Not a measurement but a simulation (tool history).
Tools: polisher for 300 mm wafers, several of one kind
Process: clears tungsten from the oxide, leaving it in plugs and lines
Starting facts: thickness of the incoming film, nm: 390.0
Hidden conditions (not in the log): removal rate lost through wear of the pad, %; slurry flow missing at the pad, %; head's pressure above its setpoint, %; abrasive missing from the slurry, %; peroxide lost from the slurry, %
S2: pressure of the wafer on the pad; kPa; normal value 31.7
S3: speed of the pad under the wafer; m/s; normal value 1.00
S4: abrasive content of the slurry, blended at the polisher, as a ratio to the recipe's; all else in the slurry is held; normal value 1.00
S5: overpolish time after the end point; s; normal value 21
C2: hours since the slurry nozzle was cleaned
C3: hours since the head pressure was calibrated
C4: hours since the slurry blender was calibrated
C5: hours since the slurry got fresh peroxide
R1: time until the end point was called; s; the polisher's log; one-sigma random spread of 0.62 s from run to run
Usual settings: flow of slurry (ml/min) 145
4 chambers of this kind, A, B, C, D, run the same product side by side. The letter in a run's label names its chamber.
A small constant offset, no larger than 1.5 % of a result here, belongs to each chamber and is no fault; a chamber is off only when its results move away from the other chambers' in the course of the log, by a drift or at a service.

{"hour": 7.8, "done": "chamber D: slurry tank refilled with fresh slurry and peroxide"}
{"run": "1C", "hour": 8.9, "flow of slurry (ml/min)": 145, "S2": 31.7, "S3": 1.0, "S4": 1.0, "S5": 21, "wafers polished on this pad": 811, "C2": 335.5, "C3": 278.8, "C4": 138.6, "C5": 67.5, "R1": 76.44}
{"hour": 11.6, "done": "chamber B: head pressure recalibrated"}
{"run": "2D", "hour": 14.9, "flow of slurry (ml/min)": 145, "S2": 31.7, "S3": 1.0, "S4": 1.0, "S5": 21, "wafers polished on this pad": 589, "C2": 158.9, "C3": 577.8, "C4": 225.9, "C5": 7.1, "R1": 74.55}
{"hour": 19.0, "done": "chamber C: slurry blender recalibrated"}
{"hour": 20.1, "done": "chamber A: slurry blender recalibrated"}
{"hour": 20.2, "done": "chamber B: worn pad replaced by a new one"}
{"hour": 22.7, "done": "chamber C: slurry tank refilled with fresh slurry and peroxide"}
{"run": "3A", "hour": 23.2, "flow of slurry (ml/min)": 145, "S2": 31.7, "S3": 1.0, "S4": 1.0, "S5": 21, "wafers polished on this pad": 533, "C2": 168.0, "C3": 434.7, "C4": 3.1, "C5": 27.3, "R1": 75.972}
{"run": "4B", "hour": 30.2, "flow of slurry (ml/min)": 145, "S2": 31.7, "S3": 1.0, "S4": 1.0, "S5": 21, "wafers polished on this pad": 110, "C2": 808.6, "C3": 18.6, "C4": 340.0, "C5": 172.6, "R1": 76.03}
{"hour": 31.6, "done": "chamber B: slurry tank refilled with fresh slurry and peroxide"}
{"run": "5D", "hour": 35.5, "flow of slurry (ml/min)": 145, "S2": 31.7, "S3": 1.0, "S4": 1.0, "S5": 21, "wafers polished on this pad": 816, "C2": 179.5, "C3": 598.4, "C4": 246.5, "C5": 27.7, "R1": 76.068}
{"run": "6A", "hour": 43.4, "flow of slurry (ml/min)": 145, "S2": 31.7, "S3": 0.66, "S4": 1.0, "S5": 21, "wafers polished on this pad": 756, "C2": 188.2, "C3": 454.9, "C4": 23.3, "C5": 47.5, "R1": 115.6}
{"run": "7C", "hour": 49.5, "flow of slurry (ml/min)": 145, "S2": 31.7, "S3": 0.66, "S4": 1.0, "S5": 21, "wafers polished on this pad": 1260, "C2": 376.1, "C3": 319.4, "C4": 30.5, "C5": 26.8, "R1": 116.06}
{"hour": 49.9, "done": "chamber B: slurry nozzle cleaned"}
{"hour": 52.2, "done": "chamber A: head pressure recalibrated"}
{"run": "8B", "hour": 57.5, "flow of slurry (ml/min)": 145, "S2": 31.7, "S3": 0.66, "S4": 1.0, "S5": 21, "wafers polished on this pad": 411, "C2": 7.6, "C3": 45.9, "C4": 367.3, "C5": 26.0, "R1": 114.29}
{"run": "9D", "hour": 65.3, "flow of slurry (ml/min)": 145, "S2": 31.7, "S3": 0.66, "S4": 1.0, "S5": 21, "wafers polished on this pad": 1145, "C2": 209.3, "C3": 628.2, "C4": 276.3, "C5": 57.5, "R1": 114.71}
{"hour": 69.9, "done": "chamber D: worn pad replaced by a new one"}
{"run": "10A", "hour": 71.1, "flow of slurry (ml/min)": 145, "S2": 31.7, "S3": 1.0, "S4": 1.0, "S5": 21, "wafers polished on this pad": 1062, "C2": 215.9, "C3": 19.0, "C4": 51.0, "C5": 75.2, "R1": 76.162}
{"run": "11C", "hour": 76.7, "flow of slurry (ml/min)": 145, "S2": 31.7, "S3": 1.0, "S4": 1.0, "S5": 21, "wafers polished on this pad": 1560, "C2": 403.3, "C3": 346.6, "C4": 57.7, "C5": 54.0, "R1": 76.857}
{"hour": 79.0, "done": "chamber D: slurry tank refilled with fresh slurry and peroxide"}
{"run": "12B", "hour": 84.0, "flow of slurry (ml/min)": 145, "S2": 31.7, "S3": 1.0, "S4": 1.0, "S5": 21, "wafers polished on this pad": 704, "C2": 34.1, "C3": 72.4, "C4": 393.8, "C5": 52.5, "R1": 74.616}
{"run": "13B", "hour": 88.3, "flow of slurry (ml/min)": 145, "S2": 31.7, "S3": 1.0, "S4": 1.0, "S5": 21, "wafers polished on this pad": 751, "C2": 38.4, "C3": 76.7, "C4": 398.1, "C5": 56.8, "R1": 75.481}
{"hour": 88.5, "done": "chamber B: worn pad replaced by a new one"}
{"hour": 91.7, "done": "chamber A: worn pad replaced by a new one"}
{"hour": 95.6, "done": "chamber B: slurry blender recalibrated"}
{"run": "14A", "hour": 97.2, "flow of slurry (ml/min)": 145, "S2": 31.7, "S3": 1.0, "S4": 1.0, "S5": 21, "wafers polished on this pad": 61, "C2": 242.0, "C3": 45.1, "C4": 77.1, "C5": 101.3, "R1": 75.456}
{"hour": 99.4, "done": "chamber D: slurry blender recalibrated"}
{"run": "15C", "hour": 101.7, "flow of slurry (ml/min)": 145, "S2": 31.7, "S3": 1.0, "S4": 1.0, "S5": 21, "wafers polished on this pad": 1836, "C2": 428.3, "C3": 371.6, "C4": 82.7, "C5": 79.0, "R1": 76.556}
{"hour": 109.0, "done": "chamber C: slurry tank refilled with fresh slurry and peroxide"}
{"hour": 109.1, "done": "chamber A: slurry tank refilled with fresh slurry and peroxide"}
{"run": "16D", "hour": 110.1, "flow of slurry (ml/min)": 145, "S2": 31.7, "S3": 1.0, "S4": 1.0, "S5": 21, "wafers polished on this pad": 444, "C2": 254.1, "C3": 673.0, "C4": 10.8, "C5": 31.1, "R1": 74.345}
{"run": "17B", "hour": 119.1, "flow of slurry (ml/min)": 145, "S2": 31.7, "S3": 1.0, "S4": 1.0, "S5": 21, "wafers polished on this pad": 338, "C2": 69.2, "C3": 107.5, "C4": 23.6, "C5": 87.6, "R1": 74.578}
{"run": "18C", "hour": 123.7, "flow of slurry (ml/min)": 145, "S2": 25.5, "S3": 1.0, "S4": 1.0, "S5": 17, "wafers polished on this pad": 2078, "C2": 450.3, "C3": 393.6, "C4": 104.7, "C5": 14.7, "R1": 96.065}
{"run": "19A", "hour": 130.6, "flow of slurry (ml/min)": 145, "S2": 25.5, "S3": 1.0, "S4": 1.0, "S5": 17, "wafers polished on this pad": 430, "C2": 275.4, "C3": 78.5, "C4": 110.5, "C5": 21.6, "R1": 93.835}
{"run": "20D", "hour": 135.2, "flow of slurry (ml/min)": 145, "S2": 25.5, "S3": 1.0, "S4": 1.0, "S5": 17, "wafers polished on this pad": 721, "C2": 279.2, "C3": 698.1, "C4": 35.9, "C5": 56.2, "R1": 94.45}
{"run": "21D", "hour": 143.6, "flow of slurry (ml/min)": 145, "S2": 25.5, "S3": 1.0, "S4": 1.0, "S5": 17, "wafers polished on this pad": 814, "C2": 287.6, "C3": 706.5, "C4": 44.3, "C5": 64.6, "R1": 94.477}
{"hour": 146.4, "done": "chamber D: slurry tank refilled with fresh slurry and peroxide"}
{"run": "22B", "hour": 150.4, "flow of slurry (ml/min)": 145, "S2": 31.7, "S3": 1.0, "S4": 1.0, "S5": 21, "wafers polished on this pad": 684, "C2": 100.5, "C3": 138.8, "C4": 54.9, "C5": 118.9, "R1": 74.95}
{"run": "23A", "hour": 156.7, "flow of slurry (ml/min)": 145, "S2": 31.7, "S3": 1.0, "S4": 1.0, "S5": 21, "wafers polished on this pad": 718, "C2": 301.5, "C3": 104.6, "C4": 136.6, "C5": 47.7, "R1": 75.523}
{"run": "24C", "hour": 164.3, "flow of slurry (ml/min)": 145, "S2": 31.7, "S3": 1.0, "S4": 1.0, "S5": 21, "wafers polished on this pad": 2526, "C2": 490.9, "C3": 434.2, "C4": 145.3, "C5": 55.3, "R1": 79.314}
{"hour": 170.1, "done": "chamber B: worn pad replaced by a new one"}
{"run": "25B", "hour": 170.5, "flow of slurry (ml/min)": 145, "S2": 31.7, "S3": 1.0, "S4": 1.0, "S5": 21, "wafers polished on this pad": 4, "C2": 120.6, "C3": 158.9, "C4": 75.0, "C5": 139.0, "R1": 75.377}
{"run": "26A", "hour": 177.9, "flow of slurry (ml/min)": 145, "S2": 31.7, "S3": 1.0, "S4": 1.0, "S5": 21, "wafers polished on this pad": 952, "C2": 322.7, "C3": 125.8, "C4": 157.8, "C5": 68.9, "R1": 76.364}
{"hour": 181.1, "done": "chamber D: worn pad replaced by a new one"}
{"hour": 186.1, "done": "chamber C: slurry nozzle cleaned"}
{"run": "27D", "hour": 186.3, "flow of slurry (ml/min)": 145, "S2": 31.7, "S3": 1.0, "S4": 1.0, "S5": 21, "wafers polished on this pad": 57, "C2": 330.3, "C3": 749.2, "C4": 87.0, "C5": 39.9, "R1": 73.617}
{"hour": 187.6, "done": "chamber C: slurry blender recalibrated"}
{"run": "28C", "hour": 192.3, "flow of slurry (ml/min)": 145, "S2": 31.7, "S3": 1.0, "S4": 1.0, "S5": 21, "wafers polished on this pad": 2835, "C2": 6.2, "C3": 462.2, "C4": 4.8, "C5": 83.3, "R1": 79.254}
{"run": "29B", "hour": 201.2, "flow of slurry (ml/min)": 145, "S2": 31.7, "S3": 1.0, "S4": 1.0, "S5": 21, "wafers polished on this pad": 343, "C2": 151.3, "C3": 189.6, "C4": 105.7, "C5": 169.7, "R1": 74.114}
{"hour": 203.3, "done": "chamber D: slurry tank refilled with fresh slurry and peroxide"}
{"run": "30A", "hour": 207.4, "flow of slurry (ml/min)": 145, "S2": 31.7, "S3": 1.0, "S4": 1.0, "S5": 21, "wafers polished on this pad": 1277, "C2": 352.2, "C3": 155.3, "C4": 187.3, "C5": 98.4, "R1": 76.849}
{"hour": 212.3, "done": "chamber C: slurry tank refilled with fresh slurry and peroxide"}
{"run": "31D", "hour": 213.4, "flow of slurry (ml/min)": 145, "S2": 31.7, "S3": 1.0, "S4": 0.85, "S5": 21, "wafers polished on this pad": 356, "C2": 357.4, "C3": 776.3, "C4": 114.1, "C5": 10.1, "R1": 77.908}
{"hour": 214.9, "done": "chamber C: head pressure recalibrated"}
{"run": "32C", "hour": 221.9, "flow of slurry (ml/min)": 145, "S2": 31.7, "S3": 1.0, "S4": 0.85, "S5": 21, "wafers polished on this pad": 3162, "C2": 35.8, "C3": 7.0, "C4": 34.4, "C5": 9.7, "R1": 83.315}

What goes on in this fleet: one chamber off, a drifting gauge, or nothing beyond the chambers' own small offsets? Name the chamber and the cause, if any.

Little by little, chamber C moves away from the other chambers.
Cause: removal rate lost through wear of the pad, % = 6.01.

Here are 4 candidates for chamber C's next run, each the usual settings with a change, their results left as question marks. Which one brings its results back in line with what the others give on the usual settings?
Counts as in line when no further than this from what the other chambers average on the usual settings: R1 2.200 s
{"run": "33C-1", "hour": 228.4, "flow of slurry (ml/min)": 145, "S2": 31.7, "S3": 1.02, "S4": 1.0, "S5": 21, "R1": "?"}
{"run": "33C-2", "hour": 228.4, "flow of slurry (ml/min)": 125, "S2": 31.7, "S3": 1.0, "S4": 0.85, "S5": 21, "R1": "?"}
{"run": "33C-3", "hour": 228.4, "flow of slurry (ml/min)": 135, "S2": 31.7, "S3": 1.0, "S4": 1.0, "S5": 21, "R1": "?"}
{"run": "33C-4", "hour": 228.4, "flow of slurry (ml/min)": 145, "S2": 31.7, "S3": 1.0, "S4": 1.25, "S5": 21, "R1": "?"}

Mean of the other chambers on the usual settings: R1 75.573 s
run=33C-1 R1=79.010
run=33C-2 R1=86.240
run=33C-3 R1=81.669
run=33C-4 R1=76.305
The answer is 33C-4, which returns the chamber to within the allowed miss of the others.
